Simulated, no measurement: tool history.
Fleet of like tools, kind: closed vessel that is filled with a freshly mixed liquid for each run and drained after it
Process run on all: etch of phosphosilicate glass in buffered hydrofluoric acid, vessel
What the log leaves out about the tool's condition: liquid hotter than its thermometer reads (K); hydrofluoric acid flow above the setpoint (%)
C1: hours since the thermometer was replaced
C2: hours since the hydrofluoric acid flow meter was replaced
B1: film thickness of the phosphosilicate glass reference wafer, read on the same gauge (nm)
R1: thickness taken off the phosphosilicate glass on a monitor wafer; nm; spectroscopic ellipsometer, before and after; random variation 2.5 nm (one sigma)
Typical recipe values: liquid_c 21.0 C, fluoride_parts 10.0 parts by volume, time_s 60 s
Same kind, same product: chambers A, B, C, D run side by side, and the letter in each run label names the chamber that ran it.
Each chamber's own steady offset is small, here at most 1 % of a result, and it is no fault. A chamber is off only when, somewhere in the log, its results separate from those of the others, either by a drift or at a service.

Run 1B, hour 5.3: usual settings; C1 126.3; C2 849.6; B1 149.97. Result: R1 324.58 nm.
Run 2A, hour 10.8: usual settings; C1 1147.7; C2 1049.4; B1 149.97. Result: R1 327.93 nm.
Run 3C, hour 14.6: usual settings; C1 567.1; C2 1439.5; B1 150.01. Result: R1 327.42 nm.
Run 4D, hour 23.0: usual settings; C1 111.9; C2 2291.6; B1 150.02. Result: R1 323.08 nm.
Run 5B, hour 29.3: usual settings; C1 150.3; C2 873.6; B1 149.98. Result: R1 326.29 nm.
Run 6D, hour 36.2: usual settings; C1 125.1; C2 2304.8; B1 149.97. Result: R1 330.69 nm.
Run 7A, hour 41.7: usual settings but liquid_c 24.5 C, fluoride_parts 7.5 parts by volume; C1 1178.6; C2 1080.3; B1 149.98. Result: R1 518.17 nm.
Run 8C, hour 50.6: usual settings but liquid_c 24.5 C, fluoride_parts 7.5 parts by volume; C1 603.1; C2 1475.5; B1 150.02. Result: R1 517.85 nm.
At hour 55.2: chamber D: hydrofluoric acid flow meter replaced.
Run 9D, hour 55.9: usual settings but liquid_c 24.5 C, fluoride_parts 7.5 parts by volume; C1 144.8; C2 0.8; B1 150.01. Result: R1 515.55 nm.
Run 10A, hour 60.1: usual settings but liquid_c 24.5 C, fluoride_parts 7.5 parts by volume; C1 1197.0; C2 1098.7; B1 149.98. Result: R1 520.34 nm.
Run 11C, hour 66.7: usual settings; C1 619.2; C2 1491.6; B1 149.98. Result: R1 330.10 nm.
At hour 70.0: chamber A: hydrofluoric acid flow meter replaced.
Run 12B, hour 74.7: usual settings but fluoride_parts 12.0 parts by volume, time_s 45 s; C1 195.7; C2 919.0; B1 149.99. Result: R1 207.00 nm.
Run 13C, hour 78.6: usual settings but fluoride_parts 12.0 parts by volume, time_s 45 s; C1 631.1; C2 1503.5; B1 149.98. Result: R1 206.39 nm.
Run 14D, hour 82.4: usual settings but fluoride_parts 12.0 parts by volume, time_s 45 s; C1 171.3; C2 27.3; B1 150.01. Result: R1 202.99 nm.
Run 15B, hour 90.8: usual settings but fluoride_parts 12.0 parts by volume, time_s 45 s; C1 211.8; C2 935.1; B1 150.04. Result: R1 212.25 nm.
Run 16A, hour 95.0: usual settings; C1 1231.9; C2 25.0; B1 149.97. Result: R1 327.79 nm.
Run 17C, hour 100.2: usual settings; C1 652.7; C2 1525.1; B1 150.00. Result: R1 328.77 nm.
Run 18A, hour 105.0: usual settings; C1 1241.9; C2 35.0; B1 149.99. Result: R1 325.48 nm.
Run 19D, hour 110.3: usual settings but time_s 85 s; C1 199.2; C2 55.2; B1 150.01. Result: R1 458.68 nm.
Run 20B, hour 118.8: usual settings but time_s 85 s; C1 239.8; C2 963.1; B1 149.99. Result: R1 483.28 nm.
Run 21C, hour 125.4: usual settings but time_s 85 s; C1 677.9; C2 1550.3; B1 149.96. Result: R1 464.95 nm.
Run 22D, hour 130.0: usual settings but time_s 85 s; C1 218.9; C2 74.9; B1 150.01. Result: R1 457.51 nm.
Run 23B, hour 135.6: usual settings; C1 256.6; C2 979.9; B1 150.00. Result: R1 351.09 nm.
Run 24A, hour 140.1: usual settings; C1 1277.0; C2 70.1; B1 150.01. Result: R1 326.77 nm.
Run 25D, hour 147.1: usual settings but fluoride_parts 7.0 parts by volume, time_s 90 s; C1 236.0; C2 92.0; B1 150.00. Result: R1 683.90 nm.

Each of the 4 chambers runs these same settings next. Fill in every chamber's results:
Run 26A, hour 153.4: usual settings. Result: R1 ?.
Run 26B, hour 153.4: usual settings. Result: R1 ?.
Run 26C, hour 153.4: usual settings. Result: R1 ?.
Run 26D, hour 153.4: usual settings. Result: R1 ?.

run      R1
26A  330.21
26B  354.01
26C  331.80
26D  323.22
